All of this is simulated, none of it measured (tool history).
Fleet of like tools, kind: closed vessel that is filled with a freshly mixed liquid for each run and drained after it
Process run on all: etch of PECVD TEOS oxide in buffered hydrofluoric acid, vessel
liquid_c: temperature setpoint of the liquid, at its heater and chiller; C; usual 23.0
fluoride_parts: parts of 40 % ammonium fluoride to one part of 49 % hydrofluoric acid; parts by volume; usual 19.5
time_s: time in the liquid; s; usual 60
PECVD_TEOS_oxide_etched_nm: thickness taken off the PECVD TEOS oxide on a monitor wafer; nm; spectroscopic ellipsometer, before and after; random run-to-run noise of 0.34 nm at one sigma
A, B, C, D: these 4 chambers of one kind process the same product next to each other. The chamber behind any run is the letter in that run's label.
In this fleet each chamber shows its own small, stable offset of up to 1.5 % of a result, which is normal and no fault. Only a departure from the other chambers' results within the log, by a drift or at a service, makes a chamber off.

run	hour	liquid_c	fluoride_parts	time_s	read-back film thickness of the PECVD TEOS oxide reference wafer, read on the same gauge (nm)	PECVD_TEOS_oxide_etched_nm
1C	4.0	23.0	19.5	60	29.987	57.241
2D	7.2	23.0	19.5	60	30.010	56.286
3A	10.0	23.0	19.5	60	29.999	58.138
4B	15.8	23.0	19.5	60	29.991	57.731
5A	19.9	23.0	19.5	60	29.989	57.600
6B	24.5	23.0	19.5	45	29.996	43.294
7C	30.8	23.0	19.5	45	29.999	43.272
8D	34.5	23.0	19.5	45	30.012	42.539
# hour 36.5: chamber A: thermometer replaced
9C	38.8	23.0	19.5	45	30.008	43.070
10D	42.4	23.0	19.5	60	30.002	55.959
11B	45.6	23.0	19.5	60	30.008	57.805
12A	51.0	23.0	19.5	60	29.995	57.761
13C	55.4	23.0	19.5	60	29.969	58.172
14A	58.5	23.0	19.5	60	30.007	57.497
15D	63.6	23.0	19.5	60	30.004	56.156
16B	68.4	23.0	19.5	60	30.002	57.699
17D	72.9	19.5	19.5	60	30.013	46.441
18A	77.4	19.5	19.5	60	30.009	47.045
19C	80.7	19.5	19.5	60	30.012	48.183
20B	86.9	19.5	19.5	60	29.998	47.658
21C	90.6	23.0	19.5	60	29.998	58.626
22B	97.1	23.0	19.5	60	29.992	57.371
23A	100.8	23.0	19.5	60	30.013	57.197
# hour 103.0: chamber D: hydrofluoric acid flow meter replaced
24D	106.4	23.0	16.0	60	30.002	68.603
25B	112.1	23.0	16.0	60	30.005	70.531
26A	115.6	23.0	16.0	60	30.005	69.802
27C	121.6	23.0	16.0	60	29.993	73.738
28D	125.1	23.0	19.5	60	30.002	56.565
29A	131.2	23.0	19.5	60	30.000	56.797

Does one chamber stand apart from the rest, does the shared gauge drift, or is all well apart from small per-chamber offsets? Give the chamber and the most likely cause, where there is one.

One chamber, C, drifts off from the rest bit by bit.
Cause: liquid hotter than its thermometer reads (K) = 1.05.
Not necessarily distinguishable in this log from: hydrofluoric acid flow above the setpoint (%).

Here are 4 candidates for chamber C's next run, each the usual settings with a change, their results left as question marks. Which one brings its results back in line with what the others give on the usual settings?
A result is in line if it is within this distance of the other chambers' mean on the usual settings: PECVD_TEOS_oxide_etched_nm 1.200 nm
30C-1	135.8	22.5	20.0	55		?
30C-2	135.8	23.0	18.5	65		?
30C-3	135.8	23.5	19.0	60		?
30C-4	135.8	23.0	21.0	60		?

What the other chambers average on the usual settings: PECVD_TEOS_oxide_etched_nm 57.173 nm
run	PECVD_TEOS_oxide_etched_nm
30C-1	52.834
30C-2	69.406
30C-3	64.104
30C-4	57.287
It is 30C-4 that realigns the chamber with its peers.

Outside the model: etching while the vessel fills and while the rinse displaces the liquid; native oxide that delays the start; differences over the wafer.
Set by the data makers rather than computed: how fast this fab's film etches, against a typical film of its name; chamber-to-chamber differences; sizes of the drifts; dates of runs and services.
